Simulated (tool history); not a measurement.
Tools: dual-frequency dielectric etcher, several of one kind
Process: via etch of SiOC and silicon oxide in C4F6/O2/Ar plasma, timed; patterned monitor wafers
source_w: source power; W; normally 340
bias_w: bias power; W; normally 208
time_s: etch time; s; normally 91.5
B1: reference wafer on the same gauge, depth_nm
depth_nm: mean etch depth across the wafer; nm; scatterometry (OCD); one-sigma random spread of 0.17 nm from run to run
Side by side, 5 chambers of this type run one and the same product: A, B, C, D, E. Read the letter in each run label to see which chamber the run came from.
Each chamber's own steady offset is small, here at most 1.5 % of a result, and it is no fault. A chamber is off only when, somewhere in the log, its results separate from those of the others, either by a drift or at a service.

run 1C hour=5.9 | source_w=340 bias_w=208 time_s=91.5 | B1=107 | depth_nm=101.86
run 2D hour=15.9 | source_w=340 bias_w=208 time_s=91.5 | B1=106.98 | depth_nm=101.64
run 3E hour=20.7 | source_w=340 bias_w=208 time_s=91.5 | B1=106.97 | depth_nm=100.97
run 4B hour=28.9 | source_w=340 bias_w=208 time_s=91.5 | B1=106.97 | depth_nm=102.65
run 5A hour=34.1 | source_w=340 bias_w=208 time_s=91.5 | B1=106.91 | depth_nm=100.88
run 6B hour=38.7 | source_w=340 bias_w=208 time_s=91.5 | B1=106.9 | depth_nm=102.68
-- hour=46.3 chamber C: source power generator calibrated
run 7A hour=46.5 | source_w=340 bias_w=208 time_s=91.5 | B1=106.92 | depth_nm=100.73
run 8E hour=54.4 | source_w=340 bias_w=208 time_s=91.5 | B1=106.91 | depth_nm=100.79
run 9D hour=64.1 | source_w=340 bias_w=208 time_s=91.5 | B1=106.84 | depth_nm=101.49
run 10C hour=69.2 | source_w=300 bias_w=235 time_s=91.5 | B1=106.83 | depth_nm=101.15
run 11D hour=78.4 | source_w=300 bias_w=235 time_s=91.5 | B1=106.85 | depth_nm=100.95
run 12A hour=84.1 | source_w=300 bias_w=235 time_s=91.5 | B1=106.79 | depth_nm=100.44
run 13E hour=92.4 | source_w=300 bias_w=235 time_s=91.5 | B1=106.78 | depth_nm=100.6
run 14C hour=101.2 | source_w=300 bias_w=235 time_s=91.5 | B1=106.78 | depth_nm=101.28
run 15B hour=105.8 | source_w=340 bias_w=208 time_s=91.5 | B1=106.79 | depth_nm=102.49
run 16B hour=114.6 | source_w=340 bias_w=208 time_s=91.5 | B1=106.75 | depth_nm=102.31
run 17D hour=121.4 | source_w=340 bias_w=235 time_s=79 | B1=106.77 | depth_nm=91.309
run 18E hour=131.1 | source_w=340 bias_w=235 time_s=79 | B1=106.75 | depth_nm=90.661
run 19C hour=141.5 | source_w=340 bias_w=235 time_s=79 | B1=106.65 | depth_nm=91.725
run 20A hour=150.9 | source_w=340 bias_w=235 time_s=79 | B1=106.65 | depth_nm=90.732
run 21A hour=158.7 | source_w=340 bias_w=235 time_s=79 | B1=106.63 | depth_nm=90.871
run 22D hour=168.3 | source_w=340 bias_w=208 time_s=91.5 | B1=106.68 | depth_nm=101.39
run 23E hour=174.7 | source_w=340 bias_w=208 time_s=91.5 | B1=106.63 | depth_nm=100.77
-- hour=181.4 chamber D: wet clean of the chamber
run 24C hour=182.4 | source_w=340 bias_w=208 time_s=91.5 | B1=106.6 | depth_nm=101.69
run 25B hour=190.9 | source_w=340 bias_w=208 time_s=91.5 | B1=106.58 | depth_nm=101.92
-- hour=194.2 chamber E: wet clean of the chamber
run 26B hour=198.2 | source_w=340 bias_w=208 time_s=91.5 | B1=106.56 | depth_nm=102.16
run 27E hour=204.9 | source_w=340 bias_w=208 time_s=91.5 | B1=106.53 | depth_nm=100.75
-- hour=210.8 chamber A: wet clean of the chamber
run 28C hour=213.2 | source_w=340 bias_w=208 time_s=91.5 | B1=106.52 | depth_nm=101.8
run 29A hour=222.1 | source_w=340 bias_w=251 time_s=110.5 | B1=106.47 | depth_nm=129.21
run 30D hour=231.5 | source_w=340 bias_w=251 time_s=110.5 | B1=106.45 | depth_nm=130.86
-- hour=233.9 chamber B: wet clean of the chamber
run 31C hour=236.1 | source_w=340 bias_w=251 time_s=110.5 | B1=106.47 | depth_nm=131.29
run 32A hour=240.8 | source_w=340 bias_w=251 time_s=110.5 | B1=106.49 | depth_nm=129.2
run 33E hour=249.7 | source_w=340 bias_w=251 time_s=110.5 | B1=106.39 | depth_nm=129.4
run 34D hour=255.7 | source_w=340 bias_w=208 time_s=91.5 | B1=106.46 | depth_nm=101.26
run 35B hour=263.3 | source_w=340 bias_w=208 time_s=91.5 | B1=106.46 | depth_nm=102.38
run 36A hour=271.1 | source_w=340 bias_w=208 time_s=68.5 | B1=106.42 | depth_nm=75.187
run 37D hour=280 | source_w=340 bias_w=208 time_s=68.5 | B1=106.37 | depth_nm=75.865
run 38C hour=288.8 | source_w=340 bias_w=208 time_s=68.5 | B1=106.4 | depth_nm=76.184
run 39B hour=296.2 | source_w=340 bias_w=208 time_s=68.5 | B1=106.33 | depth_nm=76.314
run 40E hour=306.5 | source_w=340 bias_w=208 time_s=68.5 | B1=106.29 | depth_nm=75.258
-- hour=307.3 chamber D: source power generator calibrated
run 41C hour=313.3 | source_w=340 bias_w=208 time_s=91.5 | B1=106.34 | depth_nm=101.54
run 42D hour=321.1 | source_w=340 bias_w=208 time_s=91.5 | B1=106.32 | depth_nm=101.27
run 43E hour=326.3 | source_w=340 bias_w=208 time_s=91.5 | B1=106.3 | depth_nm=100.31

Next, all 5 chambers run the settings below, one line each with question marks for the results. What does each chamber give?
run 44A hour=334 | source_w=340 bias_w=248 time_s=91.5 | depth_nm=?
run 44B hour=334 | source_w=340 bias_w=248 time_s=91.5 | depth_nm=?
run 44C hour=334 | source_w=340 bias_w=248 time_s=91.5 | depth_nm=?
run 44D hour=334 | source_w=340 bias_w=248 time_s=91.5 | depth_nm=?
run 44E hour=334 | source_w=340 bias_w=248 time_s=91.5 | depth_nm=?

run=44A depth_nm=106.79
run=44B depth_nm=108.18
run=44C depth_nm=108.14
run=44D depth_nm=107.43
run=44E depth_nm=106.66

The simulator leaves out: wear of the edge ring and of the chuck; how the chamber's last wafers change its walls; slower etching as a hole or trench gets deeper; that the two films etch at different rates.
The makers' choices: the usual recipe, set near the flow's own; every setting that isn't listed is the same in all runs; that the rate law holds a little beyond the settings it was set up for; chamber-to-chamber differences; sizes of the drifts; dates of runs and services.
